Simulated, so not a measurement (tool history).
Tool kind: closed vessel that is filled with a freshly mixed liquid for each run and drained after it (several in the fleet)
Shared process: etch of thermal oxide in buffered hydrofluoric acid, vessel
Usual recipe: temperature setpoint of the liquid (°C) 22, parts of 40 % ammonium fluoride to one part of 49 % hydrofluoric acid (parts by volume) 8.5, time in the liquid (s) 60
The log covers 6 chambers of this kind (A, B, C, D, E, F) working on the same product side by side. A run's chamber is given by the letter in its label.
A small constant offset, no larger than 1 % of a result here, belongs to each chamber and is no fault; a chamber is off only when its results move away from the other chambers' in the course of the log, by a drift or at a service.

| run | hour | temperature setpoint of the liquid (°C) | parts of 40 % ammonium fluoride to one part of 49 % hydrofluoric acid (parts by volume) | time in the liquid (s) | read-back film thickness of the thermal oxide reference wafer, read on the same gauge (nm) | thickness taken off the thermal oxide on a monitor wafer (nm) |
|---|---|---|---|---|---|---|
| 1B | 12.4 | 22 | 8.5 | 60 | 39.989 | 69.071 |
| 2C | 19.4 | 22 | 8.5 | 60 | 40.003 | 67.885 |
| 3E | 29.2 | 22 | 8.5 | 60 | 40.022 | 67.751 |
| 4A | 42.8 | 22 | 8.5 | 60 | 39.99 | 67.243 |
| 5D | 49.3 | 22 | 7 | 90 | 40.032 | 127.41 |
| 6F | 57.9 | 22 | 7 | 90 | 40.008 | 127.34 |
|  | 59.3 | chamber A: hydrofluoric acid flow meter replaced |
| 7D | 69 | 22 | 7 | 90 | 39.993 | 128 |
|  | 73.3 | chamber C: hydrofluoric acid flow meter replaced |
| 8E | 78.9 | 22 | 7 | 90 | 39.981 | 126.14 |
| 9A | 91.3 | 22 | 7 | 90 | 40.01 | 126.29 |
|  | 96.8 | chamber B: hydrofluoric acid flow meter replaced |
| 10C | 99.7 | 22 | 7 | 90 | 39.994 | 125.64 |
| 11B | 113 | 22 | 8.5 | 60 | 40.013 | 69.178 |
|  | 118.6 | chamber C: thermometer replaced |
| 12F | 125.3 | 22 | 8.5 | 60 | 40.014 | 68.574 |
| 13B | 131.6 | 22 | 8.5 | 60 | 40.009 | 68.57 |
| 14A | 139.8 | 22 | 8.5 | 60 | 39.996 | 67.942 |
| 15E | 152.9 | 22 | 8.5 | 60 | 39.984 | 67.327 |
| 16C | 164.9 | 22 | 8.5 | 60 | 40.03 | 68.305 |
| 17D | 174.7 | 22 | 8.5 | 60 | 39.978 | 68.888 |
| 18F | 187.6 | 22 | 8.5 | 60 | 40.017 | 68.83 |
| 19E | 198 | 22 | 8.5 | 60 | 39.995 | 68.292 |
| 20C | 212.2 | 22 | 8.5 | 60 | 40.008 | 69.403 |
| 21A | 218.8 | 22 | 8.5 | 60 | 40.023 | 68.309 |
| 22D | 228.4 | 22 | 8.5 | 60 | 40.009 | 68.806 |
| 23B | 237.8 | 22 | 5.5 | 90 | 40.009 | 156.15 |
| 24F | 248.9 | 22 | 5.5 | 90 | 39.967 | 156.79 |
| 25B | 258.4 | 22 | 5.5 | 90 | 40.011 | 154.02 |
| 26F | 272.4 | 22 | 5.5 | 90 | 39.989 | 155.06 |
| 27A | 282.1 | 22 | 5.5 | 90 | 39.969 | 153.48 |
| 28E | 292.5 | 22 | 5.5 | 90 | 39.993 | 154.92 |
| 29D | 305.5 | 22 | 8.5 | 60 | 40 | 68.675 |
| 30C | 319.5 | 25 | 8.5 | 80 | 40.035 | 107.24 |
| 31C | 327.5 | 25 | 8.5 | 80 | 40.007 | 108.26 |
| 32B | 338.9 | 25 | 8.5 | 80 | 39.954 | 106.44 |
| 33F | 351.2 | 25 | 8.5 | 80 | 40.028 | 108.29 |
| 34E | 362.8 | 25 | 8.5 | 80 | 40.014 | 105.43 |
| 35A | 375 | 25 | 8.5 | 80 | 40.032 | 106.66 |
| 36D | 384.6 | 22 | 8.5 | 95 | 39.995 | 108.3 |
| 37C | 392.5 | 22 | 8.5 | 95 | 40.01 | 108.11 |
| 38A | 399.6 | 22 | 8.5 | 95 | 40.017 | 108.15 |
| 39F | 408.7 | 22 | 8.5 | 95 | 39.974 | 108.86 |
| 40D | 422.1 | 22 | 8.5 | 95 | 40.033 | 108.15 |
| 41B | 428.4 | 22 | 8.5 | 95 | 40.005 | 109.01 |
| 42E | 441.9 | 22 | 8.5 | 60 | 39.993 | 67.754 |
| 43F | 451.1 | 22 | 11 | 60 | 40.016 | 55.111 |

Read the log: is a single chamber off, either drifting away or since a service, is the gauge that measures every chamber drifting, or is nothing wrong beyond small per-chamber offsets? Name any odd chamber and what most likely caused it.

Nothing is wrong: each chamber keeps only its own small, steady offset and the gauge holds still.
